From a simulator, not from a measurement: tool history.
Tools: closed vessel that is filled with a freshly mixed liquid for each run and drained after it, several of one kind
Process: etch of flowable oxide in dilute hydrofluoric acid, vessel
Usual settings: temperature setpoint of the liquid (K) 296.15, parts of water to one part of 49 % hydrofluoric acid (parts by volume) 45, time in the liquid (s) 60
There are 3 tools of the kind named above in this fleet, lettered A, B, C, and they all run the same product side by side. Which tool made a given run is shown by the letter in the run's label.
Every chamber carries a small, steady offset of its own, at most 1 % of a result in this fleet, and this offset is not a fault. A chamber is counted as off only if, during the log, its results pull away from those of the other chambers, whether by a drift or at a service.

run	hour	temperature setpoint of the liquid (K)	parts of water to one part of 49 % hydrofluoric acid (parts by volume)	time in the liquid (s)	hours since the thermometer was replaced	hours since the hydrofluoric acid flow meter was replaced	read-back film thickness of the flowable oxide reference wafer, read on the same gauge (nm)	thickness taken off the flowable oxide on a monitor wafer (Å)
1A	10.0	296.15	45	60	922.0	1015.6	149.97	444.64
2B	17.2	296.15	45	60	403.4	1244.0	150.01	440.98
3C	24.1	296.15	45	60	670.6	317.6	150.03	439.98
4B	30.1	296.15	45	60	416.3	1256.9	150.02	441.85
5C	40.8	300.65	55	60	687.3	334.3	149.99	423.82
6A	46.6	300.65	55	60	958.6	1052.2	150.03	434.61
7C	54.5	300.65	55	60	701.0	348.0	150.01	426.19
8B	65.2	296.15	45	60	451.4	1292.0	150.02	436.09
9A	73.0	296.15	45	60	985.0	1078.6	150.00	441.69
10A	84.0	296.15	45	60	996.0	1089.6	150.00	444.55
11C	96.3	296.15	45	60	742.8	389.8	149.98	436.48
12B	108.3	296.15	45	60	494.5	1335.1	149.99	429.32
13C	116.4	298.65	45	60	762.9	409.9	150.00	487.13
14B	125.9	298.65	45	60	512.1	1352.7	150.01	483.62
15A	133.2	298.65	45	60	1045.2	1138.8	150.02	497.07
16B	138.7	296.15	45	60	524.9	1365.5	149.99	440.82
17C	150.5	296.15	45	60	797.0	444.0	149.99	444.65
18A	161.3	296.15	45	60	1073.3	1166.9	150.04	448.67
# hour 161.7: chamber C: hydrofluoric acid flow meter replaced
# hour 167.1: chamber B: thermometer replaced
19C	173.5	296.15	45	60	820.0	11.9	150.00	441.44
20B	181.8	296.15	45	60	14.7	1408.6	149.98	435.27
21A	192.7	296.15	45	60	1104.7	1198.3	150.03	452.56
22A	203.5	296.15	45	60	1115.5	1209.1	150.00	455.57
23C	216.0	296.15	45	60	862.5	54.4	150.00	444.61
24B	228.6	296.15	45	60	61.5	1455.4	149.96	433.40
25A	238.3	296.15	45	60	1150.3	1243.9	150.03	453.55
26C	249.9	296.15	45	60	896.4	88.3	149.98	442.13
27B	257.8	296.15	45	60	90.7	1484.6	149.97	434.14
28B	266.6	296.15	45	60	99.5	1493.4	150.01	432.90
29A	276.2	300.15	25	60	1188.2	1281.8	150.02	1010.20
30C	284.2	300.15	25	60	930.7	122.6	149.99	946.11
31A	296.5	300.15	25	60	1208.5	1302.1	150.03	1009.00
32C	302.0	296.15	60	75	948.5	140.4	149.99	404.47

What goes on in this fleet: one chamber off, a drifting gauge, or nothing beyond the chambers' own small offsets? Name the chamber and the cause, if any.

Little by little, chamber A moves away from the other chambers.
Cause: hydrofluoric acid flow above the setpoint (%) = 5.66.
From this log alone, it may not be told apart from: liquid hotter than its thermometer reads (K).

Chamber A could run next with any of the 4 candidate recipes listed below; each alters the usual settings, and their results appear as question marks. Which one brings its results back in line with what the other chambers deliver on the usual settings?
Allowed miss from the other chambers' usual-settings mean, per result, to count as in line: thickness taken off the flowable oxide on a monitor wafer (Å) 15.00
33A-1	311.0	295.65	50	60				?
33A-2	311.0	294.65	45	60				?
33A-3	311.0	297.65	45	60				?
33A-4	311.0	299.15	45	60				?

Usual-settings mean across the other chambers: thickness taken off the flowable oxide on a monitor wafer (Å) 438.78
run	thickness taken off the flowable oxide on a monitor wafer (Å)
33A-1	408.78
33A-2	437.10
33A-3	496.15
33A-4	528.03
The answer is 33A-2, which returns the chamber to within the allowed miss of the others.
